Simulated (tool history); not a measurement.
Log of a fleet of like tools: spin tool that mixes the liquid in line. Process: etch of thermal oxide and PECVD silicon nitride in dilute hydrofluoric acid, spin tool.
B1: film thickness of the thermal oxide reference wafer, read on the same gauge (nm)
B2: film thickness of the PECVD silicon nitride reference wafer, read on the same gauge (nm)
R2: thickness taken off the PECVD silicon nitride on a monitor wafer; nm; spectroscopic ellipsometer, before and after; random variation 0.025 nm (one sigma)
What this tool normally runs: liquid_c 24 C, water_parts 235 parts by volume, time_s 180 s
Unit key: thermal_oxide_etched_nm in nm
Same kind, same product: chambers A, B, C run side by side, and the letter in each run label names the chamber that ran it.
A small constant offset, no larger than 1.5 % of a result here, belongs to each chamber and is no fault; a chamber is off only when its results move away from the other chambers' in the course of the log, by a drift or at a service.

{"run": "1B", "hour": 8.4, "liquid_c": 24, "water_parts": 235, "time_s": 180, "B1": 79.998, "B2": 80.005, "thermal_oxide_etched_nm": 3.1068, "R2": 1.2933}
{"run": "2A", "hour": 24.7, "liquid_c": 24, "water_parts": 235, "time_s": 180, "B1": 80.01, "B2": 80.001, "thermal_oxide_etched_nm": 3.0648, "R2": 1.2857}
{"run": "3C", "hour": 38.1, "liquid_c": 24, "water_parts": 235, "time_s": 180, "B1": 79.996, "B2": 80.006, "thermal_oxide_etched_nm": 3.0823, "R2": 1.2889}
{"run": "4C", "hour": 46.9, "liquid_c": 24, "water_parts": 235, "time_s": 180, "B1": 79.988, "B2": 80.011, "thermal_oxide_etched_nm": 3.1011, "R2": 1.3198}
{"run": "5A", "hour": 57.8, "liquid_c": 24, "water_parts": 235, "time_s": 180, "B1": 80.001, "B2": 79.985, "thermal_oxide_etched_nm": 3.1249, "R2": 1.3004}
{"run": "6B", "hour": 72.6, "liquid_c": 24, "water_parts": 235, "time_s": 180, "B1": 79.992, "B2": 80.017, "thermal_oxide_etched_nm": 3.0826, "R2": 1.3168}
{"run": "7C", "hour": 80.8, "liquid_c": 24, "water_parts": 235, "time_s": 180, "B1": 79.993, "B2": 80.008, "thermal_oxide_etched_nm": 3.1172, "R2": 1.3392}
{"run": "8A", "hour": 90.3, "liquid_c": 24, "water_parts": 235, "time_s": 180, "B1": 79.985, "B2": 80.032, "thermal_oxide_etched_nm": 3.1072, "R2": 1.3226}
{"run": "9B", "hour": 103.8, "liquid_c": 24, "water_parts": 235, "time_s": 180, "B1": 79.978, "B2": 79.978, "thermal_oxide_etched_nm": 3.124, "R2": 1.2646}
{"run": "10B", "hour": 113.1, "liquid_c": 24, "water_parts": 235, "time_s": 180, "B1": 79.991, "B2": 80.009, "thermal_oxide_etched_nm": 3.0716, "R2": 1.3394}
{"run": "11A", "hour": 121.2, "liquid_c": 24, "water_parts": 235, "time_s": 180, "B1": 79.993, "B2": 80.015, "thermal_oxide_etched_nm": 3.0831, "R2": 1.2603}
{"run": "12C", "hour": 133.0, "liquid_c": 24, "water_parts": 235, "time_s": 180, "B1": 80.015, "B2": 79.981, "thermal_oxide_etched_nm": 3.1364, "R2": 1.3446}
{"hour": 133.4, "done": "chamber A: hydrofluoric acid flow meter replaced"}
{"run": "13A", "hour": 144.6, "liquid_c": 22, "water_parts": 235, "time_s": 245, "B1": 79.99, "B2": 80.005, "thermal_oxide_etched_nm": 3.9159, "R2": 1.5474}
{"run": "14B", "hour": 158.8, "liquid_c": 22, "water_parts": 235, "time_s": 245, "B1": 79.995, "B2": 79.994, "thermal_oxide_etched_nm": 3.8929, "R2": 1.5314}
{"run": "15C", "hour": 167.3, "liquid_c": 22, "water_parts": 235, "time_s": 245, "B1": 80.001, "B2": 80.028, "thermal_oxide_etched_nm": 3.9456, "R2": 1.5655}
{"run": "16C", "hour": 180.4, "liquid_c": 24, "water_parts": 235, "time_s": 180, "B1": 80.005, "B2": 79.989, "thermal_oxide_etched_nm": 3.1225, "R2": 1.3083}
{"run": "17A", "hour": 194.7, "liquid_c": 24, "water_parts": 235, "time_s": 180, "B1": 79.987, "B2": 79.998, "thermal_oxide_etched_nm": 3.0536, "R2": 1.284}
{"run": "18B", "hour": 202.3, "liquid_c": 24, "water_parts": 235, "time_s": 180, "B1": 79.984, "B2": 79.984, "thermal_oxide_etched_nm": 3.088, "R2": 1.2658}
{"run": "19B", "hour": 215.0, "liquid_c": 24, "water_parts": 235, "time_s": 180, "B1": 80.007, "B2": 79.999, "thermal_oxide_etched_nm": 3.1019, "R2": 1.2803}
{"run": "20A", "hour": 224.4, "liquid_c": 24, "water_parts": 235, "time_s": 180, "B1": 80.006, "B2": 79.994, "thermal_oxide_etched_nm": 3.042, "R2": 1.2812}
{"run": "21C", "hour": 233.4, "liquid_c": 24, "water_parts": 235, "time_s": 180, "B1": 80.012, "B2": 80.006, "thermal_oxide_etched_nm": 3.1188, "R2": 1.3572}
{"run": "22B", "hour": 240.8, "liquid_c": 20, "water_parts": 235, "time_s": 180, "B1": 80.003, "B2": 80.003, "thermal_oxide_etched_nm": 2.6618, "R2": 1.0085}
{"run": "23C", "hour": 253.5, "liquid_c": 20, "water_parts": 235, "time_s": 180, "B1": 80.023, "B2": 80.014, "thermal_oxide_etched_nm": 2.6805, "R2": 0.98427}
{"run": "24A", "hour": 260.8, "liquid_c": 20, "water_parts": 235, "time_s": 180, "B1": 79.995, "B2": 80.006, "thermal_oxide_etched_nm": 2.5832, "R2": 0.93953}
{"run": "25A", "hour": 277.0, "liquid_c": 24, "water_parts": 235, "time_s": 180, "B1": 79.984, "B2": 80.002, "thermal_oxide_etched_nm": 2.9689, "R2": 1.2329}
{"run": "26B", "hour": 292.2, "liquid_c": 24, "water_parts": 235, "time_s": 180, "B1": 80.007, "B2": 79.993, "thermal_oxide_etched_nm": 3.071, "R2": 1.2498}
{"run": "27C", "hour": 303.5, "liquid_c": 24, "water_parts": 235, "time_s": 180, "B1": 80.004, "B2": 80.005, "thermal_oxide_etched_nm": 3.1121, "R2": 1.3308}
{"run": "28B", "hour": 319.3, "liquid_c": 24, "water_parts": 235, "time_s": 180, "B1": 80.0, "B2": 79.975, "thermal_oxide_etched_nm": 3.0774, "R2": 1.307}
{"run": "29A", "hour": 330.2, "liquid_c": 24, "water_parts": 165, "time_s": 180, "B1": 79.996, "B2": 79.963, "thermal_oxide_etched_nm": 4.6328, "R2": 1.6831}
{"run": "30C", "hour": 342.7, "liquid_c": 24, "water_parts": 165, "time_s": 180, "B1": 79.995, "B2": 80.027, "thermal_oxide_etched_nm": 4.8188, "R2": 1.8595}
{"run": "31B", "hour": 355.9, "liquid_c": 24, "water_parts": 165, "time_s": 180, "B1": 79.995, "B2": 80.028, "thermal_oxide_etched_nm": 4.7278, "R2": 1.8074}
{"run": "32C", "hour": 365.9, "liquid_c": 24, "water_parts": 235, "time_s": 95, "B1": 80.005, "B2": 79.997, "thermal_oxide_etched_nm": 1.6436, "R2": 0.69376}
{"run": "33A", "hour": 378.7, "liquid_c": 24, "water_parts": 235, "time_s": 95, "B1": 79.997, "B2": 80.014, "thermal_oxide_etched_nm": 1.557, "R2": 0.64058}
{"run": "34B", "hour": 388.1, "liquid_c": 24, "water_parts": 235, "time_s": 95, "B1": 80.02, "B2": 80.016, "thermal_oxide_etched_nm": 1.6205, "R2": 0.68331}
{"run": "35C", "hour": 398.5, "liquid_c": 24, "water_parts": 235, "time_s": 180, "B1": 80.001, "B2": 80.024, "thermal_oxide_etched_nm": 3.107, "R2": 1.3218}
{"run": "36A", "hour": 414.3, "liquid_c": 24, "water_parts": 235, "time_s": 180, "B1": 80.007, "B2": 79.979, "thermal_oxide_etched_nm": 2.9474, "R2": 1.1618}
{"run": "37A", "hour": 425.7, "liquid_c": 24, "water_parts": 235, "time_s": 180, "B1": 80.004, "B2": 80.027, "thermal_oxide_etched_nm": 2.9463, "R2": 1.2015}
{"run": "38B", "hour": 438.5, "liquid_c": 24, "water_parts": 235, "time_s": 180, "B1": 79.991, "B2": 79.995, "thermal_oxide_etched_nm": 3.0622, "R2": 1.2766}
{"run": "39C", "hour": 451.0, "liquid_c": 24, "water_parts": 235, "time_s": 180, "B1": 79.993, "B2": 79.99, "thermal_oxide_etched_nm": 3.0464, "R2": 1.33}
{"run": "40A", "hour": 463.3, "liquid_c": 24, "water_parts": 235, "time_s": 180, "B1": 80.002, "B2": 79.978, "thermal_oxide_etched_nm": 2.9185, "R2": 1.2003}

What goes on in this fleet: one chamber off, a drifting gauge, or nothing beyond the chambers' own small offsets? Name the chamber and the cause, if any.

Chamber A drifts away from the others.
What lies behind it: liquid colder than its thermometer reads (K) = 1.91.

Which of the 4 candidates below, each the usual settings with something changed and its results left as question marks, puts chamber A back in line with what the other chambers give on the usual settings?
A result is in line if it is within this distance of the other chambers' mean on the usual settings: thermal_oxide_etched_nm 0.0850 nm; R2 0.08800 nm
{"run": "41A-1", "hour": 475.2, "liquid_c": 25.0, "water_parts": 245, "time_s": 195, "thermal_oxide_etched_nm": "?", "R2": "?"}
{"run": "41A-2", "hour": 475.2, "liquid_c": 23.0, "water_parts": 225, "time_s": 165, "thermal_oxide_etched_nm": "?", "R2": "?"}
{"run": "41A-3", "hour": 475.2, "liquid_c": 24.0, "water_parts": 235, "time_s": 175, "thermal_oxide_etched_nm": "?", "R2": "?"}
{"run": "41A-4", "hour": 475.2, "liquid_c": 24.5, "water_parts": 240, "time_s": 185, "thermal_oxide_etched_nm": "?", "R2": "?"}

The mean the other chambers reach with the usual settings: thermal_oxide_etched_nm 3.0941 nm; R2 1.30660 nm
run=41A-1 thermal_oxide_etched_nm=3.0787 R2=1.28970
run=41A-2 thermal_oxide_etched_nm=2.6887 R2=1.04400
run=41A-3 thermal_oxide_etched_nm=2.8059 R2=1.13200
run=41A-4 thermal_oxide_etched_nm=2.9425 R2=1.20960
41A-1 is the one that brings the chamber's results back in line with the other chambers.

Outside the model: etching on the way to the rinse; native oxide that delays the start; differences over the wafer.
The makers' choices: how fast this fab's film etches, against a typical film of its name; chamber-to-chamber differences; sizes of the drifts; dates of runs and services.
